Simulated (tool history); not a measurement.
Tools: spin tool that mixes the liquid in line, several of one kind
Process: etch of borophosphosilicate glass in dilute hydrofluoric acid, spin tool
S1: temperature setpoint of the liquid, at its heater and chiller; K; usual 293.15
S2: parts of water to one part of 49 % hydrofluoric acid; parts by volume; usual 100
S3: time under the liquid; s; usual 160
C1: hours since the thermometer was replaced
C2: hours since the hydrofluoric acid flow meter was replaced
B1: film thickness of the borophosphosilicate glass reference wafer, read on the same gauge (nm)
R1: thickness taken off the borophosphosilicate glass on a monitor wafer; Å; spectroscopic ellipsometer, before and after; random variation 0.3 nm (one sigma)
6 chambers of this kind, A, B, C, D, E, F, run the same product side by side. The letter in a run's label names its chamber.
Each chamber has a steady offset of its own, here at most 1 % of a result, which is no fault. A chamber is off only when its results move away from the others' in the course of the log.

| run | hour | S1 | S2 | S3 | C1 | C2 | B1 | R1 |
|---|---|---|---|---|---|---|---|---|
| 1E | 5.2 | 293.15 | 100 | 160 | 34.6 | 1315.5 | 140 | 403.77 |
| 2A | 12.1 | 293.15 | 100 | 160 | 1103.9 | 1164.2 | 139.98 | 412.8 |
| 3B | 16.6 | 293.15 | 100 | 160 | 2372.4 | 1004.2 | 140.04 | 419.14 |
| 4C | 21.2 | 293.15 | 100 | 160 | 692.9 | 260.8 | 139.96 | 426.01 |
| 5D | 26.5 | 293.15 | 100 | 160 | 381.9 | 2112.9 | 140.02 | 419.54 |
| 6F | 29.5 | 293.15 | 100 | 160 | 58.4 | 354.1 | 140.01 | 408.96 |
| 7A | 33.6 | 293.15 | 100 | 160 | 1125.4 | 1185.7 | 139.98 | 408.89 |
| 8E | 38.3 | 293.15 | 100 | 160 | 67.7 | 1348.6 | 139.99 | 410.68 |
| 9C | 43.8 | 293.15 | 100 | 160 | 715.5 | 283.4 | 140 | 420.54 |
| 10F | 49.2 | 291.15 | 100 | 205 | 78.1 | 373.8 | 140 | 478.04 |
| 11D | 52.9 | 291.15 | 100 | 205 | 408.3 | 2139.3 | 139.98 | 485.94 |
| 12B | 57.9 | 291.15 | 100 | 205 | 2413.7 | 1045.5 | 139.99 | 487.41 |
| 13D | 64 | 291.15 | 100 | 205 | 419.4 | 2150.4 | 140 | 492.76 |
|  | 64.6 | chamber B: thermometer replaced |
| 14A | 67.8 | 291.15 | 100 | 205 | 1159.6 | 1219.9 | 139.95 | 482.17 |
| 15B | 73.7 | 291.15 | 100 | 205 | 9.1 | 1061.3 | 140.02 | 491.29 |
| 16F | 78.8 | 293.15 | 100 | 160 | 107.7 | 403.4 | 140.04 | 402.57 |
| 17E | 85.2 | 293.15 | 100 | 160 | 114.6 | 1395.5 | 139.97 | 409.56 |
| 18C | 91.5 | 293.15 | 100 | 160 | 763.2 | 331.1 | 140.03 | 421.66 |
| 19A | 96.4 | 293.15 | 100 | 120 | 1188.2 | 1248.5 | 140 | 309.98 |
| 20E | 99.6 | 293.15 | 100 | 120 | 129 | 1409.9 | 139.98 | 307.75 |
| 21B | 104.5 | 293.15 | 100 | 120 | 39.9 | 1092.1 | 140.03 | 311.27 |
| 22F | 109.9 | 293.15 | 100 | 120 | 138.8 | 434.5 | 140.01 | 298.07 |
| 23D | 115.1 | 293.15 | 100 | 120 | 470.5 | 2201.5 | 140.02 | 311.33 |
| 24C | 119.1 | 293.15 | 100 | 120 | 790.8 | 358.7 | 140.02 | 317.08 |
|  | 119.6 | chamber D: hydrofluoric acid flow meter replaced |
| 25C | 125 | 293.15 | 100 | 160 | 796.7 | 364.6 | 140.01 | 419.49 |
| 26F | 131.5 | 293.15 | 100 | 160 | 160.4 | 456.1 | 140 | 391.47 |
| 27E | 135.2 | 293.15 | 100 | 160 | 164.6 | 1445.5 | 139.98 | 410.63 |
| 28D | 142.1 | 293.15 | 130 | 215 | 497.5 | 22.6 | 140.01 | 412.46 |
| 29A | 147.6 | 293.15 | 130 | 215 | 1239.4 | 1299.7 | 139.99 | 411.58 |
| 30B | 153.1 | 293.15 | 130 | 215 | 88.5 | 1140.7 | 140 | 415.59 |
| 31A | 156.6 | 293.15 | 130 | 215 | 1248.4 | 1308.7 | 140.04 | 413.28 |
| 32D | 162.7 | 293.15 | 130 | 215 | 518.1 | 43.2 | 140.01 | 414.82 |
| 33B | 166.1 | 293.15 | 130 | 215 | 101.5 | 1153.7 | 139.99 | 418.07 |
| 34E | 171.3 | 293.15 | 100 | 160 | 200.7 | 1481.6 | 139.99 | 413.76 |
| 35F | 176.4 | 293.15 | 100 | 160 | 205.3 | 501 | 139.98 | 381.26 |
| 36C | 183.2 | 293.15 | 100 | 160 | 854.9 | 422.8 | 139.99 | 423.71 |
| 37C | 186.5 | 293.15 | 70 | 160 | 858.2 | 426.1 | 140.02 | 615.77 |

What goes on in this fleet: one chamber off, a drifting gauge, or nothing beyond the chambers' own small offsets? Name the chamber and the cause, if any.

Chamber F drifts away from the others.
Cause: hydrofluoric acid flow below the setpoint (%) = 6.08.
The log may not tell that from: liquid colder than its thermometer reads (K).

Here are 4 candidates for chamber F's next run, each the usual settings with a change, their results left as question marks. Which one brings its results back in line with what the others give on the usual settings?
In line means no further than this from the other chambers' mean on the usual settings: R1 11 Å
| 38F-1 | 191.5 | 293.15 | 100 | 185 |  |  |  | ? |
| 38F-2 | 191.5 | 293.15 | 95 | 165 |  |  |  | ? |
| 38F-3 | 191.5 | 292.65 | 110 | 160 |  |  |  | ? |
| 38F-4 | 191.5 | 291.15 | 100 | 160 |  |  |  | ? |

The other chambers' mean on the usual settings: R1 414.43 Å
| run | R1 |
|---|---|
| 38F-1 | 442.68 |
| 38F-2 | 418.42 |
| 38F-3 | 336.55 |
| 38F-4 | 352.97 |
38F-2 brings the chamber back in line.

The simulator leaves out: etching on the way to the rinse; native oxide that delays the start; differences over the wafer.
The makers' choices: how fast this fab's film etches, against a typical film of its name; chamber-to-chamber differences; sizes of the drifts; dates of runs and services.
